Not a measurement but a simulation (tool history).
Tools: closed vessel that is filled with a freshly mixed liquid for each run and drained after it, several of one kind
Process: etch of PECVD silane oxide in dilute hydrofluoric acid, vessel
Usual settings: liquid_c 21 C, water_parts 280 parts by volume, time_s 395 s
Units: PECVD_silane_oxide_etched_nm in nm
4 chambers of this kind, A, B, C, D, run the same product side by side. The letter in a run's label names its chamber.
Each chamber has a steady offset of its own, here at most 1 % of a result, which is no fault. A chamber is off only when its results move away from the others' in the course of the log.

| run | day | liquid_c | water_parts | time_s | read-back film thickness of the PECVD silane oxide reference wafer, read on the same gauge (nm) | PECVD_silane_oxide_etched_nm |
|---|---|---|---|---|---|---|
| 1C | 0.321 | 21 | 280 | 395 | 70.002 | 51.601 |
| 2A | 0.567 | 21 | 280 | 395 | 70.032 | 52.026 |
| 3B | 0.917 | 21 | 280 | 395 | 70.034 | 51.911 |
| 4D | 1.221 | 21 | 280 | 395 | 70.010 | 52.208 |
| 5C | 1.646 | 21 | 280 | 395 | 69.931 | 52.463 |
| 6D | 1.904 | 21 | 280 | 395 | 69.994 | 51.591 |
| 7A | 2.283 | 21 | 280 | 395 | 70.033 | 51.908 |
| 8B | 2.554 | 21 | 280 | 395 | 70.006 | 52.183 |
| 9C | 2.862 | 21 | 280 | 395 | 69.997 | 52.718 |
| 10B | 3.325 | 21 | 280 | 395 | 70.001 | 51.712 |
| 11D | 3.717 | 21 | 280 | 395 | 69.995 | 51.590 |
| 12A | 4.092 | 21 | 280 | 395 | 70.062 | 51.253 |
| 13A | 4.442 | 21 | 280 | 395 | 70.031 | 51.343 |
| 14D | 4.754 | 21 | 280 | 395 | 69.984 | 51.823 |
| 15B | 4.971 | 21 | 280 | 395 | 69.979 | 51.789 |
| 16C | 5.312 | 21 | 280 | 395 | 70.053 | 52.385 |
| 17B | 5.783 | 21 | 280 | 395 | 69.962 | 53.173 |
| 18A | 6.029 | 21 | 280 | 395 | 70.001 | 53.474 |
| 19D | 6.508 | 21 | 280 | 395 | 70.005 | 51.856 |
| 20C | 6.738 | 21 | 280 | 395 | 69.997 | 52.386 |
| 21B | 7.000 | 21 | 280 | 395 | 70.006 | 52.036 |
| 22D | 7.450 | 21 | 280 | 395 | 70.057 | 51.670 |
| 23A | 7.679 | 21 | 280 | 395 | 70.004 | 52.729 |
| 24C | 8.058 | 21 | 280 | 395 | 70.016 | 52.750 |
| 25A | 8.421 | 21 | 280 | 395 | 69.984 | 52.299 |
| 26B | 8.708 | 21 | 280 | 395 | 70.010 | 53.977 |
| 27C | 9.138 | 21 | 280 | 395 | 69.964 | 52.126 |
| 28D | 9.562 | 21 | 280 | 395 | 70.016 | 51.947 |
| 29A | 9.942 | 21 | 280 | 395 | 69.966 | 52.037 |
| 30C | 10.338 | 21 | 280 | 395 | 69.977 | 52.449 |
| 31D | 10.567 | 21 | 280 | 395 | 69.999 | 52.762 |
| 32B | 11.029 | 21 | 280 | 395 | 70.028 | 55.971 |
| 33D | 11.371 | 21 | 280 | 395 | 70.003 | 51.798 |
| 34C | 11.662 | 21 | 280 | 395 | 69.952 | 52.490 |
| 35A | 12.067 | 21 | 280 | 395 | 69.998 | 52.752 |

Next, every chamber runs the same settings. What will each give?
| 36A | 12.421 | 21 | 280 | 395 |  | ? |
| 36B | 12.421 | 21 | 280 | 395 |  | ? |
| 36C | 12.421 | 21 | 280 | 395 |  | ? |
| 36D | 12.421 | 21 | 280 | 395 |  | ? |

| run | PECVD_silane_oxide_etched_nm |
|---|---|
| 36A | 53.158 |
| 36B | 55.268 |
| 36C | 52.350 |
| 36D | 51.884 |
